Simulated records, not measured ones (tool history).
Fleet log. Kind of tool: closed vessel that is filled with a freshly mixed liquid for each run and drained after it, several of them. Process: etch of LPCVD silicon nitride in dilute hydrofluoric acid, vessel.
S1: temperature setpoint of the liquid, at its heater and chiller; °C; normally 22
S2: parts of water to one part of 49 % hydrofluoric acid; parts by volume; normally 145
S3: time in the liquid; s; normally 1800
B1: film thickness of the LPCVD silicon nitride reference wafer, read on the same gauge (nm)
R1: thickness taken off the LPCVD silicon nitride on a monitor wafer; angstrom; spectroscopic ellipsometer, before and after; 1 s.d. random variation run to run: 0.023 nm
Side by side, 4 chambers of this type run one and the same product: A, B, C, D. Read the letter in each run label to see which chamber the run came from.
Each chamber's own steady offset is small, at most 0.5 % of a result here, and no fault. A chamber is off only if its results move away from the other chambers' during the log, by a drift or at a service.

run,hour,S1,S2,S3,B1,R1
1D,6.5,22,145,1800,99.993,48.801
2C,20.5,22,145,1800,100.01,49.119
3B,31.1,22,145,1800,99.971,49.119
4A,43.2,22,145,1800,100.02,49.659
5B,57.7,22,145,1800,99.985,49.126
6A,67.5,22,145,1800,99.99,49.778
# hour 77.5: chamber D: thermometer replaced
7D,81.9,22,145,1800,100.01,49.265
8C,89.8,22,145,1800,99.989,49.724
9B,96.5,19,145,1800,99.977,40.228
10A,111.3,19,145,1800,99.991,40.385
11D,120.3,19,145,1800,100,39.975
12C,129.2,19,145,1800,100.01,40.743
13A,138.5,22,145,1095,99.998,30.088
14C,148.1,22,145,1095,100.02,30.231
15D,160.2,22,145,1095,100.01,29.917
16B,173.2,22,145,1095,99.981,29.814
17A,182.4,22,145,1800,100.01,49.584
18C,197,22,145,1800,100,50.18
19D,206.6,22,145,1800,99.992,49.294
20B,220.8,22,145,1800,99.987,48.896
21C,229.1,22,145,1800,99.996,50.289
22B,237.7,22,145,1800,99.991,49.343
23D,244.3,22,145,1800,100.01,48.893
24A,254.9,22,145,1800,99.994,50.051
25D,262.5,22,145,1800,99.988,48.872
26C,269,22,145,1800,99.998,50.573
# hour 269.2: chamber D: hydrofluoric acid flow meter replaced
27B,281.1,22,145,1800,100,49.003
28A,290.1,22,145,1800,100.01,49.59
29D,298.4,22,145,1800,100.01,48.835
30C,309.2,22,145,1800,100,51.071
# hour 320.8: chamber A: hydrofluoric acid flow meter replaced
31A,321.2,22,145,1800,99.998,49.343
32B,333.6,22,145,1800,100.01,49.102
33D,340,22,145,1800,100.01,49.11
34A,348.5,22,145,1800,99.991,48.988
35C,357.1,22,145,1800,99.986,51.004
36B,371.9,22,145,1800,100,49.267
37C,380.1,22,145,1800,99.999,51.542
38B,387.1,22,145,1800,100.01,48.43
39A,398.6,22,145,1800,99.98,49.108
40D,407.9,22,145,1800,99.987,49.294
41C,420.4,22,145,1800,99.991,51.42

All chambers now run identical settings, listed one chamber a line with results as question marks. What results will each chamber show?
42A,431,22,145,1800,,?
42B,431,22,145,1800,,?
42C,431,22,145,1800,,?
42D,431,22,145,1800,,?

run,R1
42A,49.012
42B,49.12
42C,51.279
42D,49.809

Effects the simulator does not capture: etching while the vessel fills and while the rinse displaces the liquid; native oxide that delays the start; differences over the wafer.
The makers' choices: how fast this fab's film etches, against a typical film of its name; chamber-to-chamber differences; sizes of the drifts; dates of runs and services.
